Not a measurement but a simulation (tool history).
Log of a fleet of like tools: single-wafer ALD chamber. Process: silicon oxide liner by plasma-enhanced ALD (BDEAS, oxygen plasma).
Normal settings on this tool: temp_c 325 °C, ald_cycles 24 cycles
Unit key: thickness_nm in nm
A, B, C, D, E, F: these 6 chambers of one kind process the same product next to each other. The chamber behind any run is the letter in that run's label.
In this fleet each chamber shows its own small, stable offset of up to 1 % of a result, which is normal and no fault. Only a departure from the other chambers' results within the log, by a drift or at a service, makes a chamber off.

| run | hour | temp_c | ald_cycles | read-back reference wafer on the same gauge, thickness_nm | thickness_nm |
|---|---|---|---|---|---|
|  | 8.8 | chamber D: thermocouple changed; heater temperature recalibrated |
| 1B | 14.3 | 325 | 24 | 1.7802 | 2.1522 |
| 2A | 29 | 325 | 24 | 1.7798 | 2.1386 |
| 3F | 43.7 | 325 | 24 | 1.7791 | 2.1373 |
| 4E | 51.2 | 325 | 24 | 1.7783 | 2.1478 |
| 5D | 61.7 | 320 | 22 | 1.7785 | 1.9931 |
| 6C | 71.4 | 320 | 22 | 1.7772 | 1.9934 |
| 7B | 79.3 | 320 | 22 | 1.7776 | 1.9821 |
| 8A | 88.8 | 320 | 22 | 1.7772 | 1.97 |
| 9E | 96.2 | 320 | 22 | 1.7767 | 1.9804 |
| 10C | 109.9 | 320 | 22 | 1.7766 | 1.9906 |
| 11F | 119.1 | 325 | 24 | 1.7759 | 2.1442 |
| 12D | 131.9 | 325 | 24 | 1.7756 | 2.1594 |
| 13E | 143.8 | 325 | 24 | 1.7751 | 2.1462 |
| 14A | 156.6 | 329 | 24 | 1.7757 | 2.1203 |
| 15F | 166.9 | 329 | 24 | 1.7747 | 2.1292 |
| 16B | 174.8 | 329 | 24 | 1.7754 | 2.128 |
| 17D | 183.6 | 329 | 24 | 1.7743 | 2.142 |
| 18C | 197.2 | 329 | 24 | 1.7742 | 2.1413 |
| 19D | 205.2 | 329 | 24 | 1.7737 | 2.1432 |
| 20C | 218.1 | 325 | 24 | 1.773 | 2.1462 |
| 21B | 231.3 | 325 | 24 | 1.7733 | 2.1408 |
| 22F | 239.4 | 325 | 24 | 1.7716 | 2.1383 |
| 23E | 252.3 | 325 | 24 | 1.7727 | 2.1375 |
| 24A | 266.1 | 325 | 24 | 1.7716 | 2.1255 |
| 25A | 273.7 | 325 | 24 | 1.772 | 2.1291 |
| 26C | 287 | 325 | 24 | 1.7714 | 2.1541 |
| 27B | 298.9 | 320 | 24 | 1.7711 | 2.151 |
| 28D | 313.9 | 320 | 24 | 1.7701 | 2.1645 |
| 29E | 321.6 | 320 | 24 | 1.7709 | 2.1497 |
| 30F | 328 | 320 | 24 | 1.7699 | 2.1426 |
| 31A | 339.1 | 320 | 24 | 1.7702 | 2.1366 |
| 32D | 353 | 320 | 24 | 1.7684 | 2.1592 |
| 33C | 360.6 | 325 | 24 | 1.7676 | 2.1483 |
| 34E | 367.7 | 325 | 24 | 1.769 | 2.1337 |
| 35F | 382.2 | 325 | 24 | 1.7676 | 2.1259 |
| 36B | 393.7 | 325 | 24 | 1.7683 | 2.1245 |

All 6 chambers run these settings next. Forecast each chamber's results:
| 37A | 404.4 | 325 | 24 |  | ? |
| 37B | 404.4 | 325 | 24 |  | ? |
| 37C | 404.4 | 325 | 24 |  | ? |
| 37D | 404.4 | 325 | 24 |  | ? |
| 37E | 404.4 | 325 | 24 |  | ? |
| 37F | 404.4 | 325 | 24 |  | ? |

| run | thickness_nm |
|---|---|
| 37A | 2.1202 |
| 37B | 2.133 |
| 37C | 2.1477 |
| 37D | 2.1445 |
| 37E | 2.1393 |
| 37F | 2.136 |
